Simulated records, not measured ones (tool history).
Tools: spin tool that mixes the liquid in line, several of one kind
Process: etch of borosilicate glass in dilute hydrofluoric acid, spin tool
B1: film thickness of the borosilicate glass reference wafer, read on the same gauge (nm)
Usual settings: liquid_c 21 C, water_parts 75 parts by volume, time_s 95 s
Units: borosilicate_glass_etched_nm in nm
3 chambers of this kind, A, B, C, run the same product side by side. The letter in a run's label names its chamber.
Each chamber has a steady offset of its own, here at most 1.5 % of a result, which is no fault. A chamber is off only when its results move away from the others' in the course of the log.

Run 1C, hour 6: usual settings; B1 60.003. Result: borosilicate_glass_etched_nm 32.727 nm.
Run 2A, hour 11.9: usual settings; B1 59.987. Result: borosilicate_glass_etched_nm 32.21 nm.
At hour 18.6: chamber C: hydrofluoric acid flow meter replaced.
Run 3B, hour 19.2: usual settings; B1 60.007. Result: borosilicate_glass_etched_nm 32.273 nm.
At hour 22.8: chamber C: thermometer replaced.
Run 4B, hour 26.6: usual settings; B1 59.993. Result: borosilicate_glass_etched_nm 32.382 nm.
Run 5A, hour 30.5: usual settings; B1 59.999. Result: borosilicate_glass_etched_nm 32.531 nm.
Run 6C, hour 38.2: usual settings; B1 59.97. Result: borosilicate_glass_etched_nm 33.095 nm.
Run 7C, hour 42.6: usual settings; B1 59.988. Result: borosilicate_glass_etched_nm 32.879 nm.
Run 8B, hour 46.4: usual settings; B1 59.998. Result: borosilicate_glass_etched_nm 32.163 nm.
Run 9A, hour 53.4: usual settings but time_s 140 s; B1 60.025. Result: borosilicate_glass_etched_nm 47.91 nm.
Run 10C, hour 58.9: usual settings but time_s 140 s; B1 59.991. Result: borosilicate_glass_etched_nm 48.313 nm.
Run 11B, hour 65.6: usual settings but time_s 140 s; B1 59.99. Result: borosilicate_glass_etched_nm 47.594 nm.
Run 12A, hour 73.7: usual settings but liquid_c 25 C, water_parts 40 parts by volume; B1 60.015. Result: borosilicate_glass_etched_nm 75.398 nm.
Run 13B, hour 78: usual settings but liquid_c 25 C, water_parts 40 parts by volume; B1 60.024. Result: borosilicate_glass_etched_nm 76.043 nm.
Run 14C, hour 84.5: usual settings but liquid_c 25 C, water_parts 40 parts by volume; B1 59.974. Result: borosilicate_glass_etched_nm 75.8 nm.
Run 15A, hour 89.1: usual settings; B1 60.005. Result: borosilicate_glass_etched_nm 32.547 nm.
Run 16A, hour 93.5: usual settings but water_parts 105 parts by volume, time_s 45 s; B1 59.981. Result: borosilicate_glass_etched_nm 10.619 nm.
Run 17B, hour 100.4: usual settings but water_parts 105 parts by volume, time_s 45 s; B1 59.995. Result: borosilicate_glass_etched_nm 10.578 nm.
Run 18C, hour 106.3: usual settings but water_parts 105 parts by volume, time_s 45 s; B1 60.032. Result: borosilicate_glass_etched_nm 10.663 nm.
Run 19B, hour 112.5: usual settings; B1 60.013. Result: borosilicate_glass_etched_nm 32.375 nm.
Run 20C, hour 116.5: usual settings; B1 60.01. Result: borosilicate_glass_etched_nm 32.927 nm.
Run 21A, hour 124: usual settings; B1 60.008. Result: borosilicate_glass_etched_nm 32.376 nm.
Run 22B, hour 128: usual settings; B1 60.01. Result: borosilicate_glass_etched_nm 32.119 nm.
Run 23A, hour 133.6: usual settings; B1 59.985. Result: borosilicate_glass_etched_nm 32.203 nm.
Run 24C, hour 140.4: usual settings; B1 60.023. Result: borosilicate_glass_etched_nm 33.278 nm.
Run 25B, hour 147: usual settings but water_parts 60 parts by volume, time_s 115 s; B1 60. Result: borosilicate_glass_etched_nm 49.258 nm.
Run 26C, hour 150.6: usual settings but water_parts 60 parts by volume, time_s 115 s; B1 59.998. Result: borosilicate_glass_etched_nm 50.384 nm.
Run 27A, hour 154.6: usual settings but water_parts 60 parts by volume, time_s 115 s; B1 59.999. Result: borosilicate_glass_etched_nm 49.754 nm.
Run 28B, hour 158.9: usual settings but liquid_c 19.5 C, water_parts 45 parts by volume; B1 60.033. Result: borosilicate_glass_etched_nm 52.655 nm.
Run 29C, hour 166.8: usual settings but liquid_c 19.5 C, water_parts 45 parts by volume; B1 60. Result: borosilicate_glass_etched_nm 53.907 nm.
Run 30A, hour 172.8: usual settings but liquid_c 19.5 C, water_parts 45 parts by volume; B1 60.008. Result: borosilicate_glass_etched_nm 52.212 nm.
Run 31B, hour 177.7: usual settings; B1 60.009. Result: borosilicate_glass_etched_nm 32.218 nm.
Run 32C, hour 184.4: usual settings but liquid_c 25.5 C, time_s 120 s; B1 59.995. Result: borosilicate_glass_etched_nm 49.57 nm.
Run 33A, hour 192.6: usual settings but liquid_c 25.5 C, time_s 120 s; B1 60.013. Result: borosilicate_glass_etched_nm 49.201 nm.
Run 34A, hour 200.2: usual settings but liquid_c 25.5 C, time_s 120 s; B1 59.995. Result: borosilicate_glass_etched_nm 49.361 nm.
Run 35C, hour 206: usual settings but liquid_c 25 C, time_s 135 s; B1 59.986. Result: borosilicate_glass_etched_nm 54.754 nm.
Run 36B, hour 209.9: usual settings but liquid_c 25 C, time_s 135 s; B1 60.034. Result: borosilicate_glass_etched_nm 53.37 nm.
Run 37C, hour 217.5: usual settings but liquid_c 25 C, time_s 135 s; B1 60.001. Result: borosilicate_glass_etched_nm 54.756 nm.
Run 38B, hour 221.8: usual settings; B1 59.987. Result: borosilicate_glass_etched_nm 32.155 nm.
Run 39A, hour 225.6: usual settings; B1 59.997. Result: borosilicate_glass_etched_nm 32.49 nm.
Run 40A, hour 231.8: usual settings; B1 60.003. Result: borosilicate_glass_etched_nm 32.314 nm.
Run 41B, hour 235.7: usual settings; B1 59.98. Result: borosilicate_glass_etched_nm 32.028 nm.
Run 42C, hour 241.5: usual settings but liquid_c 18.5 C, water_parts 45 parts by volume; B1 60. Result: borosilicate_glass_etched_nm 51.063 nm.
Run 43A, hour 249.4: usual settings but liquid_c 18.5 C, water_parts 45 parts by volume; B1 60.006. Result: borosilicate_glass_etched_nm 49.991 nm.

All 3 chambers run these settings next. Forecast each chamber's results:
Run 44A, hour 255.4: usual settings but time_s 45 s. Result: borosilicate_glass_etched_nm ?.
Run 44B, hour 255.4: usual settings but time_s 45 s. Result: borosilicate_glass_etched_nm ?.
Run 44C, hour 255.4: usual settings but time_s 45 s. Result: borosilicate_glass_etched_nm ?.

run  borosilicate_glass_etched_nm
44A                        15.457
44B                        15.161
44C                        15.502
